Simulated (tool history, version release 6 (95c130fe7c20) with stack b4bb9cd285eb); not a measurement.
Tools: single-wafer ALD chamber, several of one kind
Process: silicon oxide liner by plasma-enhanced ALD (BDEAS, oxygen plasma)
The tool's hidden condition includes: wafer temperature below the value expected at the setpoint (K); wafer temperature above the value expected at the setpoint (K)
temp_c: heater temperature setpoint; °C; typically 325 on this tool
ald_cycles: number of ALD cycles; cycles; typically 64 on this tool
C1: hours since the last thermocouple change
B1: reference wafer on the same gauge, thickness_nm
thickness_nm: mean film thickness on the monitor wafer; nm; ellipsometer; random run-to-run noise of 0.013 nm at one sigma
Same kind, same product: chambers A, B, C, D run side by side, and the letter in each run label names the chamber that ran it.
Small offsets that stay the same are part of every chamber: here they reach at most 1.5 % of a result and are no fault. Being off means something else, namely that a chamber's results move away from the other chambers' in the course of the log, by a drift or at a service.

{"run": "1C", "hour": 8.1, "temp_c": 325, "ald_cycles": 64, "C1": 455, "B1": 5.2113, "thickness_nm": 5.7046}
{"run": "2D", "hour": 13.7, "temp_c": 325, "ald_cycles": 64, "C1": 23.9, "B1": 5.2135, "thickness_nm": 5.723}
{"run": "3B", "hour": 20.3, "temp_c": 325, "ald_cycles": 64, "C1": 43.2, "B1": 5.2083, "thickness_nm": 5.8272}
{"run": "4A", "hour": 30.0, "temp_c": 325, "ald_cycles": 64, "C1": 1112.4, "B1": 5.2119, "thickness_nm": 5.7211}
{"run": "5A", "hour": 35.8, "temp_c": 325, "ald_cycles": 64, "C1": 1118.2, "B1": 5.206, "thickness_nm": 5.7438}
{"run": "6B", "hour": 42.2, "temp_c": 325, "ald_cycles": 64, "C1": 65.1, "B1": 5.2113, "thickness_nm": 5.8259}
{"run": "7C", "hour": 47.8, "temp_c": 325, "ald_cycles": 64, "C1": 494.7, "B1": 5.2107, "thickness_nm": 5.7043}
{"hour": 48.3, "done": "chamber A: thermocouple changed; heater temperature recalibrated"}
{"run": "8D", "hour": 55.8, "temp_c": 325, "ald_cycles": 64, "C1": 66, "B1": 5.2135, "thickness_nm": 5.7229}
{"run": "9D", "hour": 65.2, "temp_c": 325, "ald_cycles": 64, "C1": 75.4, "B1": 5.2124, "thickness_nm": 5.7344}
{"run": "10C", "hour": 70.3, "temp_c": 325, "ald_cycles": 64, "C1": 517.2, "B1": 5.2093, "thickness_nm": 5.7376}
{"run": "11A", "hour": 78.4, "temp_c": 325, "ald_cycles": 64, "C1": 30.2, "B1": 5.2111, "thickness_nm": 5.7429}
{"run": "12B", "hour": 87.2, "temp_c": 325, "ald_cycles": 64, "C1": 110.1, "B1": 5.2102, "thickness_nm": 5.8253}
{"run": "13C", "hour": 93.6, "temp_c": 325, "ald_cycles": 64, "C1": 540.5, "B1": 5.2068, "thickness_nm": 5.7161}
{"run": "14A", "hour": 102.9, "temp_c": 325, "ald_cycles": 64, "C1": 54.7, "B1": 5.2095, "thickness_nm": 5.7557}
{"run": "15B", "hour": 112.0, "temp_c": 325, "ald_cycles": 64, "C1": 134.9, "B1": 5.2091, "thickness_nm": 5.8258}
{"run": "16D", "hour": 121.8, "temp_c": 325, "ald_cycles": 64, "C1": 132, "B1": 5.212, "thickness_nm": 5.7174}
{"run": "17A", "hour": 131.4, "temp_c": 325, "ald_cycles": 64, "C1": 83.2, "B1": 5.2085, "thickness_nm": 5.7496}
{"run": "18C", "hour": 138.6, "temp_c": 312, "ald_cycles": 70, "C1": 585.5, "B1": 5.2094, "thickness_nm": 6.3633}
{"run": "19B", "hour": 146.6, "temp_c": 312, "ald_cycles": 70, "C1": 169.5, "B1": 5.2107, "thickness_nm": 6.4857}
{"run": "20D", "hour": 152.3, "temp_c": 312, "ald_cycles": 70, "C1": 162.5, "B1": 5.2108, "thickness_nm": 6.3694}
{"run": "21C", "hour": 157.7, "temp_c": 312, "ald_cycles": 70, "C1": 604.6, "B1": 5.2069, "thickness_nm": 6.3526}
{"run": "22D", "hour": 164.9, "temp_c": 325, "ald_cycles": 64, "C1": 175.1, "B1": 5.2102, "thickness_nm": 5.71}
{"run": "23B", "hour": 170.4, "temp_c": 325, "ald_cycles": 64, "C1": 193.3, "B1": 5.21, "thickness_nm": 5.8438}
{"run": "24A", "hour": 175.1, "temp_c": 325, "ald_cycles": 64, "C1": 126.9, "B1": 5.2084, "thickness_nm": 5.7498}
{"run": "25C", "hour": 184.6, "temp_c": 325, "ald_cycles": 64, "C1": 631.5, "B1": 5.2094, "thickness_nm": 5.7042}
{"run": "26B", "hour": 192.1, "temp_c": 325, "ald_cycles": 64, "C1": 215, "B1": 5.2099, "thickness_nm": 5.8278}
{"run": "27D", "hour": 197.4, "temp_c": 325, "ald_cycles": 64, "C1": 207.6, "B1": 5.2074, "thickness_nm": 5.7181}
{"run": "28A", "hour": 205.6, "temp_c": 325, "ald_cycles": 64, "C1": 157.4, "B1": 5.2092, "thickness_nm": 5.7529}
{"run": "29B", "hour": 213.5, "temp_c": 325, "ald_cycles": 64, "C1": 236.4, "B1": 5.2093, "thickness_nm": 5.8113}
{"run": "30A", "hour": 221.3, "temp_c": 325, "ald_cycles": 64, "C1": 173.1, "B1": 5.2107, "thickness_nm": 5.7487}
{"run": "31D", "hour": 230.6, "temp_c": 325, "ald_cycles": 64, "C1": 240.8, "B1": 5.2101, "thickness_nm": 5.7355}
{"run": "32C", "hour": 238.6, "temp_c": 325, "ald_cycles": 64, "C1": 685.5, "B1": 5.2103, "thickness_nm": 5.7074}
{"run": "33A", "hour": 248.3, "temp_c": 339, "ald_cycles": 71, "C1": 200.1, "B1": 5.2076, "thickness_nm": 6.2587}

Read the log: is a single chamber off, either drifting away or since a service, is the gauge that measures every chamber drifting, or is nothing wrong beyond small per-chamber offsets? Name any odd chamber and what most likely caused it.

Nothing is wrong: each chamber keeps only its own small, steady offset and the gauge holds still.
